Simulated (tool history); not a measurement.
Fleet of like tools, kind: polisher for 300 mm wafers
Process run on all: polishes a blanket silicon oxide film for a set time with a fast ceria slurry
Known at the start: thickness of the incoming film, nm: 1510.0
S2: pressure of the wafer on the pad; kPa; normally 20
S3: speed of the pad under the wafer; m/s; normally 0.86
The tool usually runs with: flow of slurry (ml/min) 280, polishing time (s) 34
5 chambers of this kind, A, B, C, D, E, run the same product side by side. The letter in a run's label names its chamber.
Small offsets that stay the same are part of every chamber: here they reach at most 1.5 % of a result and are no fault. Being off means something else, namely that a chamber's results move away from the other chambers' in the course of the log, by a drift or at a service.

{"run": "1D", "day": 0.162, "flow of slurry (ml/min)": 280, "S2": 20, "S3": 0.86, "polishing time (s)": 34, "film removed (nm)": 571.18}
{"run": "2E", "day": 0.279, "flow of slurry (ml/min)": 280, "S2": 20, "S3": 0.86, "polishing time (s)": 34, "film removed (nm)": 552.87}
{"run": "3A", "day": 0.358, "flow of slurry (ml/min)": 280, "S2": 20, "S3": 0.86, "polishing time (s)": 34, "film removed (nm)": 566.59}
{"run": "4B", "day": 0.471, "flow of slurry (ml/min)": 280, "S2": 20, "S3": 0.86, "polishing time (s)": 34, "film removed (nm)": 559.21}
{"run": "5C", "day": 0.575, "flow of slurry (ml/min)": 280, "S2": 20, "S3": 0.86, "polishing time (s)": 34, "film removed (nm)": 557.59}
{"run": "6E", "day": 0.692, "flow of slurry (ml/min)": 280, "S2": 25.5, "S3": 0.58, "polishing time (s)": 34, "film removed (nm)": 484.84}
{"run": "7D", "day": 0.812, "flow of slurry (ml/min)": 280, "S2": 25.5, "S3": 0.58, "polishing time (s)": 34, "film removed (nm)": 485.92}
{"day": 0.883, "done": "chamber D: slurry nozzle cleaned"}
{"run": "8B", "day": 0.892, "flow of slurry (ml/min)": 280, "S2": 25.5, "S3": 0.58, "polishing time (s)": 34, "film removed (nm)": 480.26}
{"day": 0.929, "done": "chamber C: worn pad replaced by a new one"}
{"run": "9A", "day": 1.025, "flow of slurry (ml/min)": 280, "S2": 25.5, "S3": 0.58, "polishing time (s)": 34, "film removed (nm)": 480.39}
{"run": "10C", "day": 1.179, "flow of slurry (ml/min)": 280, "S2": 25.5, "S3": 0.58, "polishing time (s)": 34, "film removed (nm)": 489.02}
{"run": "11E", "day": 1.3, "flow of slurry (ml/min)": 280, "S2": 20, "S3": 0.86, "polishing time (s)": 34, "film removed (nm)": 567.57}
{"run": "12C", "day": 1.417, "flow of slurry (ml/min)": 280, "S2": 23.4, "S3": 0.86, "polishing time (s)": 30, "film removed (nm)": 576.24}
{"run": "13D", "day": 1.567, "flow of slurry (ml/min)": 280, "S2": 23.4, "S3": 0.86, "polishing time (s)": 30, "film removed (nm)": 577.82}
{"run": "14B", "day": 1.658, "flow of slurry (ml/min)": 280, "S2": 23.4, "S3": 0.86, "polishing time (s)": 30, "film removed (nm)": 574.19}
{"run": "15A", "day": 1.742, "flow of slurry (ml/min)": 280, "S2": 23.4, "S3": 0.86, "polishing time (s)": 30, "film removed (nm)": 578.29}
{"run": "16D", "day": 1.867, "flow of slurry (ml/min)": 280, "S2": 23.4, "S3": 0.86, "polishing time (s)": 30, "film removed (nm)": 577.18}
{"day": 1.875, "done": "chamber B: worn pad replaced by a new one"}
{"run": "17C", "day": 2.033, "flow of slurry (ml/min)": 280, "S2": 20, "S3": 0.86, "polishing time (s)": 34, "film removed (nm)": 561.19}
{"run": "18A", "day": 2.171, "flow of slurry (ml/min)": 280, "S2": 20, "S3": 0.86, "polishing time (s)": 34, "film removed (nm)": 556.78}
{"day": 2.217, "done": "chamber C: worn pad replaced by a new one"}
{"day": 2.271, "done": "chamber A: worn pad replaced by a new one"}
{"run": "19E", "day": 2.275, "flow of slurry (ml/min)": 280, "S2": 20, "S3": 0.86, "polishing time (s)": 34, "film removed (nm)": 553.04}
{"run": "20B", "day": 2.388, "flow of slurry (ml/min)": 280, "S2": 20, "S3": 0.86, "polishing time (s)": 34, "film removed (nm)": 586.07}
{"run": "21E", "day": 2.546, "flow of slurry (ml/min)": 280, "S2": 20, "S3": 0.86, "polishing time (s)": 34, "film removed (nm)": 553.66}
{"run": "22C", "day": 2.625, "flow of slurry (ml/min)": 280, "S2": 20, "S3": 0.86, "polishing time (s)": 34, "film removed (nm)": 560.9}
{"run": "23B", "day": 2.788, "flow of slurry (ml/min)": 280, "S2": 20, "S3": 0.86, "polishing time (s)": 34, "film removed (nm)": 569.43}
{"run": "24D", "day": 2.908, "flow of slurry (ml/min)": 280, "S2": 20, "S3": 0.86, "polishing time (s)": 34, "film removed (nm)": 563.12}
{"run": "25A", "day": 3.021, "flow of slurry (ml/min)": 280, "S2": 20, "S3": 0.86, "polishing time (s)": 34, "film removed (nm)": 565.36}
{"run": "26C", "day": 3.192, "flow of slurry (ml/min)": 280, "S2": 20, "S3": 0.86, "polishing time (s)": 34, "film removed (nm)": 557.45}
{"day": 3.208, "done": "chamber E: worn pad replaced by a new one"}
{"run": "27D", "day": 3.362, "flow of slurry (ml/min)": 280, "S2": 20, "S3": 0.86, "polishing time (s)": 34, "film removed (nm)": 567.53}
{"day": 3.454, "done": "chamber C: worn pad replaced by a new one"}
{"run": "28A", "day": 3.462, "flow of slurry (ml/min)": 280, "S2": 20, "S3": 0.86, "polishing time (s)": 34, "film removed (nm)": 561.07}
{"run": "29B", "day": 3.567, "flow of slurry (ml/min)": 280, "S2": 20, "S3": 0.86, "polishing time (s)": 34, "film removed (nm)": 585.77}
{"run": "30E", "day": 3.696, "flow of slurry (ml/min)": 280, "S2": 20, "S3": 0.86, "polishing time (s)": 34, "film removed (nm)": 558.12}
{"day": 3.854, "done": "chamber D: worn pad replaced by a new one"}
{"run": "31B", "day": 3.854, "flow of slurry (ml/min)": 205, "S2": 24.8, "S3": 0.86, "polishing time (s)": 34, "film removed (nm)": 705.49}
{"run": "32A", "day": 4.025, "flow of slurry (ml/min)": 205, "S2": 24.8, "S3": 0.86, "polishing time (s)": 34, "film removed (nm)": 678.64}
{"run": "33C", "day": 4.171, "flow of slurry (ml/min)": 205, "S2": 24.8, "S3": 0.86, "polishing time (s)": 34, "film removed (nm)": 665.54}
{"run": "34E", "day": 4.275, "flow of slurry (ml/min)": 205, "S2": 24.8, "S3": 0.86, "polishing time (s)": 34, "film removed (nm)": 677.47}
{"run": "35D", "day": 4.379, "flow of slurry (ml/min)": 205, "S2": 24.8, "S3": 0.86, "polishing time (s)": 34, "film removed (nm)": 670.28}
{"run": "36B", "day": 4.462, "flow of slurry (ml/min)": 280, "S2": 20, "S3": 0.86, "polishing time (s)": 34, "film removed (nm)": 600.19}
{"run": "37D", "day": 4.621, "flow of slurry (ml/min)": 230, "S2": 25.5, "S3": 0.86, "polishing time (s)": 34, "film removed (nm)": 695.79}
{"day": 4.679, "done": "chamber C: worn pad replaced by a new one"}
{"run": "38C", "day": 4.771, "flow of slurry (ml/min)": 230, "S2": 25.5, "S3": 0.86, "polishing time (s)": 34, "film removed (nm)": 705.45}

All chambers now run identical settings, listed one chamber a line with results as question marks. What results will each chamber show?
{"run": "39A", "day": 4.896, "flow of slurry (ml/min)": 280, "S2": 20, "S3": 0.86, "polishing time (s)": 34, "film removed (nm)": "?"}
{"run": "39B", "day": 4.896, "flow of slurry (ml/min)": 280, "S2": 20, "S3": 0.86, "polishing time (s)": 34, "film removed (nm)": "?"}
{"run": "39C", "day": 4.896, "flow of slurry (ml/min)": 280, "S2": 20, "S3": 0.86, "polishing time (s)": 34, "film removed (nm)": "?"}
{"run": "39D", "day": 4.896, "flow of slurry (ml/min)": 280, "S2": 20, "S3": 0.86, "polishing time (s)": 34, "film removed (nm)": "?"}
{"run": "39E", "day": 4.896, "flow of slurry (ml/min)": 280, "S2": 20, "S3": 0.86, "polishing time (s)": 34, "film removed (nm)": "?"}

run=39A film_removed_(nm)=550.81
run=39B film_removed_(nm)=612.97
run=39C film_removed_(nm)=565.87
run=39D film_removed_(nm)=561.68
run=39E film_removed_(nm)=568.67
